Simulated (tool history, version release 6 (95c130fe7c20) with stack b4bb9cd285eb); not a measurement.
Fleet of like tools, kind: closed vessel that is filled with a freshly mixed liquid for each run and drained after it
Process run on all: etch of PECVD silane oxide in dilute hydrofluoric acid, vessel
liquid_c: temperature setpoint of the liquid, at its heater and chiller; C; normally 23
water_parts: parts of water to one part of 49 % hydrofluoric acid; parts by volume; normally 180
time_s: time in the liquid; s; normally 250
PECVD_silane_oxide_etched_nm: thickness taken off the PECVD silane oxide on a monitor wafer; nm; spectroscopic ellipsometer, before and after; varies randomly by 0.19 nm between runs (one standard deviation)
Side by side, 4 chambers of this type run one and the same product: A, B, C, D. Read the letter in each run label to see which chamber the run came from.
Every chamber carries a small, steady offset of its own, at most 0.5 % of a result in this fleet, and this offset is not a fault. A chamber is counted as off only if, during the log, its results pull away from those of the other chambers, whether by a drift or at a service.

run	hour	liquid_c	water_parts	time_s	read-back film thickness of the PECVD silane oxide reference wafer, read on the same gauge (nm)	PECVD_silane_oxide_etched_nm
1A	4.4	23	180	250	39.983	28.032
2C	10.3	23	180	250	40.009	28.029
3D	18	23	180	250	40.036	28.097
4B	26.5	23	180	250	39.964	27.605
5A	34.7	23	180	250	40.02	27.96
6D	39.4	23	180	250	40.07	28.002
7C	48	23	180	250	39.993	27.809
8B	53.1	23	180	250	40.008	28.129
9B	61.2	23	180	250	39.976	27.815
10A	65.7	23	180	250	40.031	28.233
11C	71.5	23	180	250	40.047	27.368
12D	79.5	23	180	250	39.954	28.001
13B	88	23	180	250	39.99	27.869
14A	95	23	180	250	39.981	28.008
15C	99.2	23	180	250	39.994	26.856
# hour 104.1: chamber D: hydrofluoric acid flow meter replaced
16D	105.1	23	155	250	39.939	33.102
17D	114.6	23	155	250	40.014	33.285
# hour 116.8: chamber A: thermometer replaced
18B	121.9	23	155	250	40.002	33.54
19A	127.8	23	155	250	40.034	33.513
20C	133.8	23	180	250	40.004	27.054
21A	138.7	23	180	250	39.976	27.795
22D	146.1	23	180	250	40.029	27.644
23C	152	23	180	250	39.97	27.39
24B	158.6	23	180	250	40.009	27.567
25A	166.3	23	180	250	39.996	27.882
26C	171.7	23	180	250	40.024	26.888
27B	178.6	23	180	250	40.001	27.637
28D	187.9	23	180	250	39.973	27.737
29D	193.3	23	180	250	40.037	28.255
30B	198.4	23	180	250	39.97	27.57
31C	206.5	23	180	250	39.963	26.67
32A	213.9	23	180	250	40.02	28.188
33C	218.7	23	180	250	40.009	26.724
34A	223.5	23	180	250	40.021	27.967
35B	231.4	23	180	250	40.013	27.813
36D	237.6	23	180	250	40.046	27.695
37D	243.8	23	180	250	40.038	27.893
38B	252.3	25.5	180	200	40.047	24.535

The same settings go to every chamber for the next run, one line per chamber below. Forecast the results for each:
39A	259.1	23	180	380		?
39B	259.1	23	180	380		?
39C	259.1	23	180	380		?
39D	259.1	23	180	380		?

run	PECVD_silane_oxide_etched_nm
39A	42.069
39B	42.828
39C	39.991
39D	42.322
